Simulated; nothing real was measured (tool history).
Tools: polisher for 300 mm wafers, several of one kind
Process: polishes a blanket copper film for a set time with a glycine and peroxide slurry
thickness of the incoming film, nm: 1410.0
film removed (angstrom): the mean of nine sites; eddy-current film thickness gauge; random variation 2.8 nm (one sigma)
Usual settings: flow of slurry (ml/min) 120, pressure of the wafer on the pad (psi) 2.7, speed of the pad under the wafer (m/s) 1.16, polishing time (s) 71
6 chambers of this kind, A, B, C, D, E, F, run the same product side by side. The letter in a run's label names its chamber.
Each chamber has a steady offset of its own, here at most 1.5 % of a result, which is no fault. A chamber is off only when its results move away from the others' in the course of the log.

run   hour  flow of slurry (ml/min)  pressure of the wafer on the pad (psi)  speed of the pad under the wafer (m/s)  polishing time (s)  film removed (angstrom)
 1D    5.1                      120                                     2.7                                    1.16                  71                   4256.0
       8.1  -- chamber B: worn pad replaced by a new one
 2F   13.1                      120                                     2.7                                    1.16                  71                   4275.2
      16.3  -- chamber C: worn pad replaced by a new one
 3A   18.6                      120                                     2.7                                    1.16                  71                   4337.8
      19.6  -- chamber E: worn pad replaced by a new one
 4C   25.1                      120                                     2.7                                    1.16                  71                   4215.9
 5E   32.4                      120                                     2.7                                    0.88                  71                   3439.4
 6B   38.8                      120                                     2.7                                    0.88                  71                   3379.0
 7F   43.7                      120                                     2.7                                    0.88                  71                   3415.1
 8A   47.8                      120                                     2.7                                    0.88                  71                   3450.2
      53.6  -- chamber A: worn pad replaced by a new one
 9C   54.8                      120                                     2.7                                    0.88                  71                   3393.3
      55.7  -- chamber F: worn pad replaced by a new one
      55.8  -- chamber D: worn pad replaced by a new one
10E   60.1                      120                                     2.7                                    0.88                  71                   3373.9
      61.9  -- chamber A: head pressure recalibrated
11B   67.3                      120                                     2.7                                    1.16                  71                   4221.2
12D   72.9                      120                                     2.7                                    1.16                  71                   4290.6
13D   79.2                      120                                     2.7                                    1.16                  71                   4265.8
14F   85.9                      120                                     2.7                                    1.16                  71                   4236.4
15A   92.4                      120                                     2.7                                    1.16                  71                   4324.2
      95.3  -- chamber B: worn pad replaced by a new one
16C  100.7                      120                                     2.7                                    1.16                  71                   4247.7
17E  106.2                      120                                     2.7                                    1.16                  71                   4241.8
18B  111.3                      120                                     2.7                                    1.16                  71                   4248.7
     113.2  -- chamber A: worn pad replaced by a new one
     117.0  -- chamber F: worn pad replaced by a new one
19E  118.8                      120                                     2.7                                    1.16                  71                   4245.5
     120.4  -- chamber E: worn pad replaced by a new one
20A  125.0                      120                                     2.7                                    1.16                  71                   4322.4
     132.7  -- chamber D: worn pad replaced by a new one
21C  133.1                      120                                     2.7                                    1.34                  71                   4818.2
22B  137.2                      120                                     2.7                                    1.34                  71                   4889.9
23D  141.6                      120                                     2.7                                    1.34                  71                   4892.1
24F  149.5                      120                                     2.7                                    1.34                  71                   4848.0
     152.5  -- chamber C: worn pad replaced by a new one
25E  154.3                      120                                     2.7                                    1.34                  71                   4857.4
26B  160.4                      120                                     2.7                                    1.34                  71                   5006.5
     164.5  -- chamber A: slurry nozzle cleaned
     165.3  -- chamber A: worn pad replaced by a new one
27F  165.6                      120                                     2.7                                    1.16                  71                   4306.2
     169.7  -- chamber F: worn pad replaced by a new one
28C  171.0                      120                                     2.7                                    1.16                  71                   4254.7
29D  175.1                      120                                     2.7                                    1.16                  71                   4319.8
     175.6  -- chamber B: worn pad replaced by a new one
     178.2  -- chamber B: slurry nozzle cleaned
30A  182.3                      120                                     2.7                                    1.16                  71                   4313.1
31E  191.2                      120                                     2.7                                    1.16                  71                   4300.2
     191.7  -- chamber C: head pressure recalibrated
     196.5  -- chamber D: slurry nozzle cleaned
     198.8  -- chamber D: worn pad replaced by a new one
32B  199.9                      120                                     2.7                                    1.16                  71                   4454.8
33C  205.9                      120                                     2.7                                    1.16                  71                   4216.5
34A  212.4                      120                                     2.7                                    1.16                  71                   4296.0
     217.4  -- chamber E: worn pad replaced by a new one
     221.0  -- chamber F: worn pad replaced by a new one
     221.2  -- chamber A: worn pad replaced by a new one
35F  221.2                      120                                     2.7                                    1.16                  71                   4238.1
36D  228.1                      100                                     2.7                                    0.76                  71                   2952.4
37A  236.2                      100                                     2.7                                    0.76                  71                   2948.6
38C  244.4                      100                                     2.7                                    0.76                  71                   2894.4
39E  251.1                      100                                     2.7                                    0.76                  71                   2903.8
40D  257.5                      100                                     2.7                                    0.76                  71                   2921.8
     262.1  -- chamber B: worn pad replaced by a new one
     263.6  -- chamber F: slurry nozzle cleaned
41F  265.2                      100                                     2.7                                    0.76                  71                   2922.1
42B  271.3                      120                                     2.7                                    1.16                  71                   4555.3
43C  277.8                      120                                     2.7                                    1.16                  71                   4239.3

What goes on in this fleet: one chamber off, a drifting gauge, or nothing beyond the chambers' own small offsets? Name the chamber and the cause, if any.

Chamber B drifts away from the others.
Cause: head's pressure above its setpoint, % = 8.56.

Here are 4 candidates for chamber B's next run, each the usual settings with a change, their results left as question marks. Which one brings its results back in line with what the others give on the usual settings?
In line means no further than this from the other chambers' mean on the usual settings: film removed (angstrom) 99.0
44B-1  284.4                      120                                     2.6                                    1.14                  69                        ?
44B-2  284.4                      120                                     2.7                                    1.24                  77                        ?
44B-3  284.4                      120                                     2.8                                    1.16                  74                        ?
44B-4  284.4                      120                                     2.7                                    1.08                  66                        ?

The other chambers' mean on the usual settings: film removed (angstrom) 4279.7
  run  film removed (angstrom)
44B-1                   4248.3
44B-2                   5264.2
44B-3                   4929.9
44B-4                   4008.9
44B-1 brings the chamber back in line.

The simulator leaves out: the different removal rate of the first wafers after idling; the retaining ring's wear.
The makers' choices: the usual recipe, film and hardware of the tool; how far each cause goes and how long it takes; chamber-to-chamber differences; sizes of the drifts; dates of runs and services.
